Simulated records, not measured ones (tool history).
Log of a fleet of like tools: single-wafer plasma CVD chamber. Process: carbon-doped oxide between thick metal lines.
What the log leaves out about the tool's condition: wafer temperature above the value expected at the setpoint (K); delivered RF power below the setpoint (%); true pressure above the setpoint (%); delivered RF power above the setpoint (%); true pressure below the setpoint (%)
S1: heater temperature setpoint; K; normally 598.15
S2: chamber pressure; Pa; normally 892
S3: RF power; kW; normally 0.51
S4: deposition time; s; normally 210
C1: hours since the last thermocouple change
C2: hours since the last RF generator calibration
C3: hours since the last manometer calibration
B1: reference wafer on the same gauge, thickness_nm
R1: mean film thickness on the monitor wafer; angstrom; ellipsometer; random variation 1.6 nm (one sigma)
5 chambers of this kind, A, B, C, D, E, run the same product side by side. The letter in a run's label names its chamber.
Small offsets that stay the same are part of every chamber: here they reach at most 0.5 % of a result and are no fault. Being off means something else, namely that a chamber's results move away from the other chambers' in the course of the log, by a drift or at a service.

{"run": "1A", "hour": 9.1, "S1": 598.15, "S2": 892, "S3": 0.51, "S4": 210, "C1": 519.9, "C2": 89, "C3": 1708.1, "B1": 1290, "R1": 11880}
{"run": "2E", "hour": 17.0, "S1": 598.15, "S2": 892, "S3": 0.51, "S4": 210, "C1": 835.3, "C2": 2400.3, "C3": 1235.6, "B1": 1289.4, "R1": 11999}
{"run": "3D", "hour": 28.9, "S1": 598.15, "S2": 892, "S3": 0.51, "S4": 210, "C1": 1876.4, "C2": 634.9, "C3": 2245.6, "B1": 1289.4, "R1": 11922}
{"run": "4B", "hour": 36.9, "S1": 598.15, "S2": 892, "S3": 0.51, "S4": 210, "C1": 287.8, "C2": 1077.8, "C3": 734.7, "B1": 1289.4, "R1": 11951}
{"hour": 37.8, "done": "chamber C: RF generator calibrated"}
{"run": "5C", "hour": 47.1, "S1": 598.15, "S2": 892, "S3": 0.51, "S4": 210, "C1": 1689.5, "C2": 9.3, "C3": 441.4, "B1": 1288.8, "R1": 11903}
{"run": "6B", "hour": 53.6, "S1": 598.15, "S2": 892, "S3": 0.51, "S4": 210, "C1": 304.5, "C2": 1094.5, "C3": 751.4, "B1": 1289.2, "R1": 11942}
{"run": "7C", "hour": 67.3, "S1": 598.15, "S2": 892, "S3": 0.51, "S4": 210, "C1": 1709.7, "C2": 29.5, "C3": 461.6, "B1": 1288.8, "R1": 11889}
{"run": "8D", "hour": 80.4, "S1": 598.15, "S2": 892, "S3": 0.43, "S4": 210, "C1": 1927.9, "C2": 686.4, "C3": 2297.1, "B1": 1288.5, "R1": 10665}
{"run": "9E", "hour": 89.7, "S1": 598.15, "S2": 892, "S3": 0.43, "S4": 210, "C1": 908, "C2": 2473, "C3": 1308.3, "B1": 1288.5, "R1": 10658}
{"run": "10A", "hour": 98.2, "S1": 598.15, "S2": 892, "S3": 0.43, "S4": 210, "C1": 609, "C2": 178.1, "C3": 1797.2, "B1": 1288.5, "R1": 10619}
{"run": "11C", "hour": 107.7, "S1": 598.15, "S2": 892, "S3": 0.43, "S4": 210, "C1": 1750.1, "C2": 69.9, "C3": 502, "B1": 1288.1, "R1": 10602}
{"run": "12A", "hour": 121.0, "S1": 598.15, "S2": 892, "S3": 0.43, "S4": 210, "C1": 631.8, "C2": 200.9, "C3": 1820, "B1": 1287.3, "R1": 10585}
{"run": "13B", "hour": 127.6, "S1": 612.15, "S2": 892, "S3": 0.445, "S4": 210, "C1": 378.5, "C2": 1168.5, "C3": 825.4, "B1": 1288, "R1": 10418}
{"run": "14D", "hour": 138.1, "S1": 612.15, "S2": 892, "S3": 0.445, "S4": 210, "C1": 1985.6, "C2": 744.1, "C3": 2354.8, "B1": 1287.2, "R1": 10486}
{"run": "15E", "hour": 150.0, "S1": 612.15, "S2": 892, "S3": 0.445, "S4": 210, "C1": 968.3, "C2": 2533.3, "C3": 1368.6, "B1": 1287.1, "R1": 10416}
{"hour": 161.3, "done": "chamber B: RF generator calibrated"}
{"run": "16E", "hour": 163.3, "S1": 612.15, "S2": 892, "S3": 0.445, "S4": 210, "C1": 981.6, "C2": 2546.6, "C3": 1381.9, "B1": 1287, "R1": 10422}
{"hour": 168.0, "done": "chamber D: capacitance manometer re-zeroed and calibrated"}
{"hour": 169.3, "done": "chamber E: capacitance manometer re-zeroed and calibrated"}
{"run": "17D", "hour": 176.3, "S1": 612.15, "S2": 892, "S3": 0.445, "S4": 210, "C1": 2023.8, "C2": 782.3, "C3": 8.3, "B1": 1286.6, "R1": 10482}
{"run": "18C", "hour": 190.4, "S1": 598.15, "S2": 892, "S3": 0.51, "S4": 210, "C1": 1832.8, "C2": 152.6, "C3": 584.7, "B1": 1286.3, "R1": 11862}
{"run": "19A", "hour": 199.5, "S1": 598.15, "S2": 892, "S3": 0.51, "S4": 210, "C1": 710.3, "C2": 279.4, "C3": 1898.5, "B1": 1286.2, "R1": 11858}
{"run": "20B", "hour": 213.5, "S1": 609.15, "S2": 892, "S3": 0.605, "S4": 210, "C1": 464.4, "C2": 52.2, "C3": 911.3, "B1": 1286, "R1": 12841}
{"run": "21E", "hour": 220.5, "S1": 609.15, "S2": 892, "S3": 0.605, "S4": 210, "C1": 1038.8, "C2": 2603.8, "C3": 51.2, "B1": 1286.1, "R1": 12789}
{"run": "22D", "hour": 228.6, "S1": 609.15, "S2": 892, "S3": 0.605, "S4": 210, "C1": 2076.1, "C2": 834.6, "C3": 60.6, "B1": 1285.8, "R1": 12772}
{"run": "23A", "hour": 242.3, "S1": 609.15, "S2": 892, "S3": 0.605, "S4": 210, "C1": 753.1, "C2": 322.2, "C3": 1941.3, "B1": 1285.9, "R1": 12707}
{"run": "24C", "hour": 253.5, "S1": 609.15, "S2": 892, "S3": 0.605, "S4": 210, "C1": 1895.9, "C2": 215.7, "C3": 647.8, "B1": 1285.1, "R1": 12683}
{"hour": 257.2, "done": "chamber E: RF generator calibrated"}
{"run": "25B", "hour": 265.0, "S1": 598.15, "S2": 892, "S3": 0.51, "S4": 210, "C1": 515.9, "C2": 103.7, "C3": 962.8, "B1": 1285, "R1": 11963}
{"run": "26A", "hour": 278.5, "S1": 598.15, "S2": 892, "S3": 0.51, "S4": 210, "C1": 789.3, "C2": 358.4, "C3": 1977.5, "B1": 1285, "R1": 11845}
{"run": "27C", "hour": 290.4, "S1": 606.15, "S2": 1059, "S3": 0.51, "S4": 210, "C1": 1932.8, "C2": 252.6, "C3": 684.7, "B1": 1285, "R1": 11665}
{"run": "28D", "hour": 300.7, "S1": 606.15, "S2": 1059, "S3": 0.51, "S4": 210, "C1": 2148.2, "C2": 906.7, "C3": 132.7, "B1": 1284.6, "R1": 11756}
{"run": "29B", "hour": 310.1, "S1": 606.15, "S2": 1059, "S3": 0.51, "S4": 210, "C1": 561, "C2": 148.8, "C3": 1007.9, "B1": 1283.7, "R1": 11771}
{"run": "30E", "hour": 323.6, "S1": 606.15, "S2": 1059, "S3": 0.51, "S4": 210, "C1": 1141.9, "C2": 66.4, "C3": 154.3, "B1": 1283.9, "R1": 11755}
{"run": "31D", "hour": 333.9, "S1": 606.15, "S2": 1059, "S3": 0.51, "S4": 210, "C1": 2181.4, "C2": 939.9, "C3": 165.9, "B1": 1283.8, "R1": 11760}
{"run": "32C", "hour": 343.7, "S1": 598.15, "S2": 892, "S3": 0.51, "S4": 210, "C1": 1986.1, "C2": 305.9, "C3": 738, "B1": 1283.7, "R1": 11808}
{"run": "33B", "hour": 354.7, "S1": 598.15, "S2": 892, "S3": 0.51, "S4": 210, "C1": 605.6, "C2": 193.4, "C3": 1052.5, "B1": 1283.2, "R1": 11894}
{"run": "34A", "hour": 364.6, "S1": 586.15, "S2": 892, "S3": 0.605, "S4": 210, "C1": 875.4, "C2": 444.5, "C3": 2063.6, "B1": 1283.2, "R1": 13732}
{"run": "35E", "hour": 373.4, "S1": 586.15, "S2": 892, "S3": 0.605, "S4": 210, "C1": 1191.7, "C2": 116.2, "C3": 204.1, "B1": 1283.1, "R1": 13842}

Next, all 5 chambers run the settings below, one line each with question marks for the results. What does each chamber give?
{"run": "36A", "hour": 383.6, "S1": 598.15, "S2": 892, "S3": 0.51, "S4": 210, "R1": "?"}
{"run": "36B", "hour": 383.6, "S1": 598.15, "S2": 892, "S3": 0.51, "S4": 210, "R1": "?"}
{"run": "36C", "hour": 383.6, "S1": 598.15, "S2": 892, "S3": 0.51, "S4": 210, "R1": "?"}
{"run": "36D", "hour": 383.6, "S1": 598.15, "S2": 892, "S3": 0.51, "S4": 210, "R1": "?"}
{"run": "36E", "hour": 383.6, "S1": 598.15, "S2": 892, "S3": 0.51, "S4": 210, "R1": "?"}

run=36A R1=11822
run=36B R1=11903
run=36C R1=11813
run=36D R1=11886
run=36E R1=11914
